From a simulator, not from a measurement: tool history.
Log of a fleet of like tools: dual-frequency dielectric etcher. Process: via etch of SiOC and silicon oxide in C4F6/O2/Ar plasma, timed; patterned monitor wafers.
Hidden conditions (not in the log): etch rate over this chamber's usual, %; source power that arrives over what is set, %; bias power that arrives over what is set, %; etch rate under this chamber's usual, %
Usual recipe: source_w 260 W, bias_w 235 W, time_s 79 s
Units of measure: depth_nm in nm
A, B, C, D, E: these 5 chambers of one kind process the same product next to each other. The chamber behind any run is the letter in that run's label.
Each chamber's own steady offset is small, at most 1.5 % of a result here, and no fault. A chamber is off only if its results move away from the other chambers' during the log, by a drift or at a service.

| run | hour | source_w | bias_w | time_s | hours since the last wet clean | hours since the last source power generator calibration | hours since the last bias power generator calibration | read-back reference wafer on the same gauge, depth_nm | depth_nm |
|---|---|---|---|---|---|---|---|---|---|
| 1A | 14 | 260 | 235 | 79 | 521.1 | 1574.3 | 2117.5 | 86.974 | 82.224 |
| 2B | 23.7 | 260 | 235 | 79 | 339.7 | 650 | 658.4 | 87.014 | 82.068 |
| 3D | 32.1 | 260 | 235 | 79 | 55.9 | 2575.5 | 2388.4 | 86.961 | 83.963 |
|  | 38.5 | chamber A: wet clean of the chamber |
| 4C | 44.8 | 260 | 235 | 79 | 77.4 | 2348.9 | 2070.7 | 87.03 | 82.519 |
| 5E | 59.8 | 230 | 235 | 79 | 308.8 | 1367.5 | 977.7 | 87.023 | 79.41 |
|  | 65.7 | chamber E: wet clean of the chamber |
| 6B | 67 | 230 | 235 | 79 | 383 | 693.3 | 701.7 | 86.975 | 78.303 |
| 7A | 77.9 | 230 | 235 | 79 | 39.4 | 1638.2 | 2181.4 | 86.997 | 78.389 |
| 8C | 85.3 | 230 | 235 | 79 | 117.9 | 2389.4 | 2111.2 | 86.996 | 78.62 |
| 9D | 94.5 | 230 | 235 | 79 | 118.3 | 2637.9 | 2450.8 | 86.995 | 79.86 |
| 10E | 101.5 | 260 | 235 | 79 | 35.9 | 1409.2 | 1019.4 | 86.996 | 83.356 |
|  | 103.9 | chamber D: bias power generator calibrated |
| 11E | 114.8 | 260 | 235 | 79 | 49.2 | 1422.5 | 1032.7 | 87.017 | 83.233 |
| 12D | 125.9 | 260 | 235 | 79 | 149.7 | 2669.3 | 22.1 | 87.009 | 83.797 |
|  | 127.5 | chamber B: wet clean of the chamber |
|  | 132.2 | chamber C: source power generator calibrated |
| 13C | 134.6 | 260 | 235 | 79 | 167.2 | 2.4 | 2160.5 | 87.044 | 82.255 |
| 14A | 145.7 | 260 | 235 | 79 | 107.2 | 1706 | 2249.2 | 87.035 | 82.362 |
| 15B | 153.9 | 260 | 235 | 79 | 26.4 | 780.2 | 788.6 | 86.974 | 82.25 |
| 16C | 162.1 | 260 | 235 | 79 | 194.7 | 29.9 | 2188 | 86.955 | 82.471 |
| 17D | 176.5 | 260 | 235 | 79 | 200.3 | 2719.9 | 72.7 | 87.022 | 84.301 |
| 18A | 191.3 | 260 | 235 | 79 | 152.8 | 1751.6 | 2294.8 | 87.055 | 81.802 |
| 19E | 203.8 | 260 | 235 | 79 | 138.2 | 1511.5 | 1121.7 | 86.992 | 83.264 |
|  | 208.4 | chamber E: source power generator calibrated |
| 20B | 212.3 | 260 | 235 | 79 | 84.8 | 838.6 | 847 | 87.015 | 82.479 |
| 21A | 220.9 | 260 | 235 | 79 | 182.4 | 1781.2 | 2324.4 | 86.993 | 82.028 |
| 22B | 235.7 | 290 | 235 | 71 | 108.2 | 862 | 870.4 | 87.001 | 76.728 |
| 23D | 250 | 290 | 235 | 71 | 273.8 | 2793.4 | 146.2 | 86.964 | 79.171 |
| 24E | 256.8 | 290 | 235 | 71 | 191.2 | 48.4 | 1174.7 | 87.028 | 77.889 |
| 25C | 271.7 | 290 | 235 | 71 | 304.3 | 139.5 | 2297.6 | 87.008 | 77.328 |
| 26E | 282.4 | 290 | 235 | 71 | 216.8 | 74 | 1200.3 | 86.969 | 77.769 |
| 27A | 293.2 | 260 | 235 | 79 | 254.7 | 1853.5 | 2396.7 | 87.043 | 82.114 |
|  | 300.9 | chamber A: source power generator calibrated |
|  | 302.4 | chamber C: wet clean of the chamber |
| 28B | 307.6 | 260 | 235 | 79 | 180.1 | 933.9 | 942.3 | 86.974 | 82.148 |
| 29D | 315.5 | 260 | 235 | 79 | 339.3 | 2858.9 | 211.7 | 86.936 | 84.726 |
| 30C | 323.7 | 260 | 235 | 79 | 21.3 | 191.5 | 2349.6 | 87.013 | 82.171 |
|  | 327.6 | chamber A: bias power generator calibrated |
| 31E | 333.9 | 260 | 235 | 79 | 268.3 | 125.5 | 1251.8 | 87.005 | 83.444 |
| 32D | 347.3 | 260 | 185 | 63.5 | 371.1 | 2890.7 | 243.5 | 87.04 | 63.255 |
| 33A | 358.9 | 260 | 185 | 63.5 | 320.4 | 58.1 | 31.3 | 86.991 | 60.788 |
| 34B | 367.7 | 260 | 185 | 63.5 | 240.2 | 994 | 1002.4 | 87.026 | 60.8 |
|  | 374.9 | chamber E: wet clean of the chamber |
| 35C | 382.7 | 260 | 185 | 63.5 | 80.3 | 250.5 | 2408.6 | 86.964 | 61.053 |
| 36E | 397.4 | 260 | 185 | 63.5 | 22.6 | 189 | 1315.3 | 87.045 | 61.641 |
| 37D | 411 | 290 | 235 | 79 | 434.8 | 2954.4 | 307.2 | 86.978 | 89.191 |
| 38C | 419.6 | 290 | 235 | 79 | 117.2 | 287.4 | 2445.5 | 87.021 | 85.633 |
| 39A | 429.8 | 290 | 235 | 79 | 391.3 | 129 | 102.2 | 86.998 | 85.885 |
| 40B | 443.5 | 290 | 235 | 79 | 316 | 1069.8 | 1078.2 | 87.019 | 85.677 |

The same settings go to every chamber for the next run, one line per chamber below. Forecast the results for each:
| 41A | 454.5 | 260 | 286 | 79 |  |  |  |  | ? |
| 41B | 454.5 | 260 | 286 | 79 |  |  |  |  | ? |
| 41C | 454.5 | 260 | 286 | 79 |  |  |  |  | ? |
| 41D | 454.5 | 260 | 286 | 79 |  |  |  |  | ? |
| 41E | 454.5 | 260 | 286 | 79 |  |  |  |  | ? |

| run | depth_nm |
|---|---|
| 41A | 88.535 |
| 41B | 88.388 |
| 41C | 87.774 |
| 41D | 91.217 |
| 41E | 89.364 |
